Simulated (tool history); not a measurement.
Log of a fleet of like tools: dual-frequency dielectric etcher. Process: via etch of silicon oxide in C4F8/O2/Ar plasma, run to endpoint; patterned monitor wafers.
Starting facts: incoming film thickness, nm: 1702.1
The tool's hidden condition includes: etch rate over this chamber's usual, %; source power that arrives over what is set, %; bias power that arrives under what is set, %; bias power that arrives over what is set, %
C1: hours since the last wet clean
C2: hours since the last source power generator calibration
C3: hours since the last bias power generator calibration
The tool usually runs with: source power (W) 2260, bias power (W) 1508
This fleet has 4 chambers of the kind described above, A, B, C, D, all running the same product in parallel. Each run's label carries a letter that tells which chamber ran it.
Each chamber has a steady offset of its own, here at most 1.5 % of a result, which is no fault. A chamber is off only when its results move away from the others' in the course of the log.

{"run": "1C", "day": 0.288, "source power (W)": 2260, "bias power (W)": 1508, "C1": 265.2, "C2": 1248.2, "C3": 1438, "endpoint time (s)": 347.18}
{"run": "2B", "day": 0.596, "source power (W)": 2260, "bias power (W)": 1508, "C1": 258.4, "C2": 1807.3, "C3": 2980.2, "endpoint time (s)": 345.45}
{"run": "3A", "day": 0.875, "source power (W)": 2260, "bias power (W)": 1508, "C1": 646.1, "C2": 358.1, "C3": 1368.5, "endpoint time (s)": 339.2}
{"run": "4D", "day": 1.129, "source power (W)": 2260, "bias power (W)": 1508, "C1": 224.9, "C2": 1765.9, "C3": 1124.2, "endpoint time (s)": 340.69}
{"run": "5A", "day": 1.529, "source power (W)": 2260, "bias power (W)": 1508, "C1": 661.8, "C2": 373.8, "C3": 1384.2, "endpoint time (s)": 341.99}
{"run": "6D", "day": 1.804, "source power (W)": 2260, "bias power (W)": 1508, "C1": 241.1, "C2": 1782.1, "C3": 1140.4, "endpoint time (s)": 342.99}
{"run": "7C", "day": 2.221, "source power (W)": 2260, "bias power (W)": 1508, "C1": 311.6, "C2": 1294.6, "C3": 1484.4, "endpoint time (s)": 345.02}
{"run": "8B", "day": 2.55, "source power (W)": 1990, "bias power (W)": 1508, "C1": 305.3, "C2": 1854.2, "C3": 3027.1, "endpoint time (s)": 364.14}
{"run": "9B", "day": 2.842, "source power (W)": 1990, "bias power (W)": 1508, "C1": 312.3, "C2": 1861.2, "C3": 3034.1, "endpoint time (s)": 364.97}
{"run": "10A", "day": 3.238, "source power (W)": 1990, "bias power (W)": 1508, "C1": 702.8, "C2": 414.8, "C3": 1425.2, "endpoint time (s)": 361.79}
{"run": "11C", "day": 3.483, "source power (W)": 1990, "bias power (W)": 1508, "C1": 341.9, "C2": 1324.9, "C3": 1514.7, "endpoint time (s)": 360.89}
{"day": 3.754, "done": "chamber A: wet clean of the chamber"}
{"run": "12D", "day": 3.933, "source power (W)": 2260, "bias power (W)": 1508, "C1": 292.2, "C2": 1833.2, "C3": 1191.5, "endpoint time (s)": 341.15}
{"run": "13C", "day": 4.208, "source power (W)": 2260, "bias power (W)": 1508, "C1": 359.3, "C2": 1342.3, "C3": 1532.1, "endpoint time (s)": 345.41}
{"run": "14B", "day": 4.629, "source power (W)": 2260, "bias power (W)": 1508, "C1": 355.2, "C2": 1904.1, "C3": 3077, "endpoint time (s)": 344.55}
{"run": "15D", "day": 4.921, "source power (W)": 2260, "bias power (W)": 1508, "C1": 315.9, "C2": 1856.9, "C3": 1215.2, "endpoint time (s)": 339.85}
{"run": "16A", "day": 5.133, "source power (W)": 2640, "bias power (W)": 1697, "C1": 33.1, "C2": 460.3, "C3": 1470.7, "endpoint time (s)": 310.91}
{"run": "17B", "day": 5.375, "source power (W)": 2640, "bias power (W)": 1697, "C1": 373.1, "C2": 1922, "C3": 3094.9, "endpoint time (s)": 316.25}
{"day": 5.467, "done": "chamber B: wet clean of the chamber"}
{"run": "18D", "day": 5.642, "source power (W)": 2640, "bias power (W)": 1697, "C1": 333.2, "C2": 1874.2, "C3": 1232.5, "endpoint time (s)": 306.49}
{"run": "19C", "day": 5.875, "source power (W)": 2640, "bias power (W)": 1697, "C1": 399.3, "C2": 1382.3, "C3": 1572.1, "endpoint time (s)": 311.63}
{"run": "20A", "day": 6.238, "source power (W)": 2800, "bias power (W)": 1379, "C1": 59.6, "C2": 486.8, "C3": 1497.2, "endpoint time (s)": 321.26}
{"day": 6.283, "done": "chamber C: wet clean of the chamber"}
{"run": "21B", "day": 6.442, "source power (W)": 2800, "bias power (W)": 1379, "C1": 23.4, "C2": 1947.6, "C3": 3120.5, "endpoint time (s)": 321.86}
{"run": "22A", "day": 6.796, "source power (W)": 2800, "bias power (W)": 1379, "C1": 73, "C2": 500.2, "C3": 1510.6, "endpoint time (s)": 320.73}
{"run": "23C", "day": 7.133, "source power (W)": 2800, "bias power (W)": 1379, "C1": 20.5, "C2": 1412.5, "C3": 1602.3, "endpoint time (s)": 329.3}
{"run": "24D", "day": 7.421, "source power (W)": 2260, "bias power (W)": 1508, "C1": 375.9, "C2": 1916.9, "C3": 1275.2, "endpoint time (s)": 338.34}
{"run": "25A", "day": 7.742, "source power (W)": 1890, "bias power (W)": 1833, "C1": 95.7, "C2": 522.9, "C3": 1533.3, "endpoint time (s)": 346.89}
{"run": "26D", "day": 8.188, "source power (W)": 1890, "bias power (W)": 1833, "C1": 394.3, "C2": 1935.3, "C3": 1293.6, "endpoint time (s)": 340.52}
{"run": "27C", "day": 8.529, "source power (W)": 1890, "bias power (W)": 1833, "C1": 54, "C2": 1446, "C3": 1635.8, "endpoint time (s)": 353.88}
{"run": "28B", "day": 8.854, "source power (W)": 1890, "bias power (W)": 1833, "C1": 81.3, "C2": 2005.5, "C3": 3178.4, "endpoint time (s)": 353.03}
{"run": "29C", "day": 9.171, "source power (W)": 2260, "bias power (W)": 1508, "C1": 69.4, "C2": 1461.4, "C3": 1651.2, "endpoint time (s)": 344.79}
{"run": "30A", "day": 9.604, "source power (W)": 2260, "bias power (W)": 1757, "C1": 140.4, "C2": 567.6, "C3": 1578, "endpoint time (s)": 328.93}
{"run": "31B", "day": 10.012, "source power (W)": 2260, "bias power (W)": 1757, "C1": 109.1, "C2": 2033.3, "C3": 3206.2, "endpoint time (s)": 329.15}
{"run": "32D", "day": 10.221, "source power (W)": 2260, "bias power (W)": 1757, "C1": 443.1, "C2": 1984.1, "C3": 1342.4, "endpoint time (s)": 320.29}
{"run": "33D", "day": 10.571, "source power (W)": 2260, "bias power (W)": 1757, "C1": 451.5, "C2": 1992.5, "C3": 1350.8, "endpoint time (s)": 321.06}
{"run": "34A", "day": 10.975, "source power (W)": 2260, "bias power (W)": 1508, "C1": 173.3, "C2": 600.5, "C3": 1610.9, "endpoint time (s)": 344.35}
{"run": "35B", "day": 11.229, "source power (W)": 1970, "bias power (W)": 1508, "C1": 138.3, "C2": 2062.5, "C3": 3235.4, "endpoint time (s)": 364.4}
{"run": "36C", "day": 11.517, "source power (W)": 1970, "bias power (W)": 1508, "C1": 125.7, "C2": 1517.7, "C3": 1707.5, "endpoint time (s)": 367.01}
{"run": "37D", "day": 11.967, "source power (W)": 1970, "bias power (W)": 1508, "C1": 485, "C2": 2026, "C3": 1384.3, "endpoint time (s)": 348.49}
{"run": "38A", "day": 12.383, "source power (W)": 1970, "bias power (W)": 1508, "C1": 207.1, "C2": 634.3, "C3": 1644.7, "endpoint time (s)": 361.1}
{"run": "39B", "day": 12.633, "source power (W)": 2260, "bias power (W)": 1508, "C1": 172, "C2": 2096.2, "C3": 3269.1, "endpoint time (s)": 343.76}
{"run": "40C", "day": 12.871, "source power (W)": 2260, "bias power (W)": 1789, "C1": 158.2, "C2": 1550.2, "C3": 1740, "endpoint time (s)": 332.86}
{"run": "41C", "day": 13.142, "source power (W)": 2260, "bias power (W)": 1789, "C1": 164.7, "C2": 1556.7, "C3": 1746.5, "endpoint time (s)": 332.33}
{"run": "42A", "day": 13.375, "source power (W)": 2260, "bias power (W)": 1789, "C1": 230.9, "C2": 658.1, "C3": 1668.5, "endpoint time (s)": 325.67}
{"run": "43B", "day": 13.729, "source power (W)": 2260, "bias power (W)": 1789, "C1": 198.3, "C2": 2122.5, "C3": 3295.4, "endpoint time (s)": 329.56}

Next, every chamber runs the same settings. What will each give?
{"run": "44A", "day": 14.05, "source power (W)": 2260, "bias power (W)": 1508, "endpoint time (s)": "?"}
{"run": "44B", "day": 14.05, "source power (W)": 2260, "bias power (W)": 1508, "endpoint time (s)": "?"}
{"run": "44C", "day": 14.05, "source power (W)": 2260, "bias power (W)": 1508, "endpoint time (s)": "?"}
{"run": "44D", "day": 14.05, "source power (W)": 2260, "bias power (W)": 1508, "endpoint time (s)": "?"}

run=44A endpoint_time_(s)=343.22
run=44B endpoint_time_(s)=346.51
run=44C endpoint_time_(s)=345.06
run=44D endpoint_time_(s)=328.19

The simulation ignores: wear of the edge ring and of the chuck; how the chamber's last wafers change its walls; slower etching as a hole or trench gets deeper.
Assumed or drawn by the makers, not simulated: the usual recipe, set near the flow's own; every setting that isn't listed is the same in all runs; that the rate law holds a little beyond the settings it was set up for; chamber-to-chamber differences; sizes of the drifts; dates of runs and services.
